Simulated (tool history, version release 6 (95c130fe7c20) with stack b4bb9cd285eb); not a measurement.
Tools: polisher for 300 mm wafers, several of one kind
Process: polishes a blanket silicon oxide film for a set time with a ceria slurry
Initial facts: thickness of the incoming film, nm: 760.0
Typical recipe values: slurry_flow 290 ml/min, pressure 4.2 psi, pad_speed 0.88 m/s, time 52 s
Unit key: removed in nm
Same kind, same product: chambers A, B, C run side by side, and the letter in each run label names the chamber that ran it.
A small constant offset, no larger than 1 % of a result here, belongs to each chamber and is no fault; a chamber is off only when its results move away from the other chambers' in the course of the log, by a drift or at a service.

| run | hour | slurry_flow | pressure | pad_speed | time | wafers polished on this pad | hours since the slurry nozzle was cleaned | hours since the head pressure was calibrated | removed |
|---|---|---|---|---|---|---|---|---|---|
| 1A | 5.7 | 290 | 4.2 | 0.88 | 52 | 279 | 164.9 | 327.9 | 228.22 |
| 2C | 14.0 | 290 | 4.2 | 0.88 | 52 | 613 | 286.1 | 106.9 | 226.12 |
| 3B | 18.2 | 290 | 4.2 | 0.88 | 52 | 551 | 258.9 | 160.8 | 228.00 |
| 4C | 26.7 | 290 | 4.2 | 0.88 | 52 | 732 | 298.8 | 119.6 | 232.86 |
|  | 30.8 | chamber B: worn pad replaced by a new one |
| 5B | 32.3 | 290 | 4.2 | 0.88 | 52 | 14 | 273.0 | 174.9 | 222.62 |
| 6A | 38.0 | 290 | 4.2 | 0.88 | 52 | 581 | 197.2 | 360.2 | 226.55 |
| 7A | 44.4 | 290 | 3.4 | 0.88 | 38 | 641 | 203.6 | 366.6 | 132.33 |
| 8B | 51.9 | 290 | 3.4 | 0.88 | 38 | 198 | 292.6 | 194.5 | 137.31 |
|  | 53.8 | chamber C: worn pad replaced by a new one |
| 9C | 58.6 | 290 | 3.4 | 0.88 | 38 | 45 | 330.7 | 151.5 | 136.26 |
| 10A | 63.9 | 290 | 4.2 | 0.88 | 52 | 824 | 223.1 | 386.1 | 221.86 |
| 11C | 72.4 | 290 | 4.2 | 0.88 | 52 | 175 | 344.5 | 165.3 | 232.57 |
| 12B | 78.6 | 290 | 4.2 | 0.88 | 52 | 447 | 319.3 | 221.2 | 223.43 |
| 13B | 84.7 | 290 | 4.2 | 0.88 | 52 | 505 | 325.4 | 227.3 | 224.51 |
|  | 91.8 | chamber B: worn pad replaced by a new one |
| 14A | 92.1 | 290 | 4.2 | 0.88 | 52 | 1088 | 251.3 | 414.3 | 227.91 |
| 15C | 97.2 | 290 | 4.2 | 0.88 | 52 | 407 | 369.3 | 190.1 | 229.02 |
| 16B | 104.9 | 290 | 4.2 | 0.88 | 52 | 123 | 345.6 | 247.5 | 224.90 |
| 17C | 113.5 | 290 | 4.2 | 0.88 | 52 | 559 | 385.6 | 206.4 | 229.88 |
| 18A | 118.0 | 290 | 4.2 | 0.88 | 52 | 1330 | 277.2 | 440.2 | 232.54 |
| 19B | 125.9 | 290 | 4.2 | 0.88 | 52 | 319 | 366.6 | 268.5 | 229.08 |
| 20C | 131.8 | 290 | 5.0 | 0.88 | 52 | 731 | 403.9 | 224.7 | 276.91 |
|  | 134.1 | chamber A: worn pad replaced by a new one |
| 21A | 139.5 | 290 | 5.0 | 0.88 | 52 | 51 | 298.7 | 461.7 | 275.08 |
| 22B | 144.7 | 290 | 5.0 | 0.88 | 52 | 495 | 385.4 | 287.3 | 271.52 |
| 23A | 150.2 | 290 | 4.2 | 0.88 | 52 | 151 | 309.4 | 472.4 | 231.34 |
| 24C | 154.9 | 350 | 4.2 | 1.04 | 52 | 947 | 427.0 | 247.8 | 282.49 |
| 25C | 163.6 | 350 | 4.2 | 1.04 | 52 | 1028 | 435.7 | 256.5 | 274.32 |
|  | 164.7 | chamber B: worn pad replaced by a new one |
| 26B | 172.1 | 350 | 4.2 | 1.04 | 52 | 70 | 412.8 | 314.7 | 282.72 |
| 27A | 180.7 | 290 | 4.6 | 0.88 | 52 | 436 | 339.9 | 502.9 | 257.61 |
| 28A | 188.4 | 290 | 4.6 | 0.88 | 52 | 508 | 347.6 | 510.6 | 253.42 |
| 29B | 197.6 | 290 | 4.6 | 0.88 | 52 | 308 | 438.3 | 340.2 | 246.66 |

Has any chamber moved away from the others, gradually or after a service, or does the common gauge drift, or do the chambers differ only by their own small steady offsets? State the chamber and the most likely cause if one applies.

No chamber is off and the gauge is stable; the differences are just each chamber's small, constant offset.

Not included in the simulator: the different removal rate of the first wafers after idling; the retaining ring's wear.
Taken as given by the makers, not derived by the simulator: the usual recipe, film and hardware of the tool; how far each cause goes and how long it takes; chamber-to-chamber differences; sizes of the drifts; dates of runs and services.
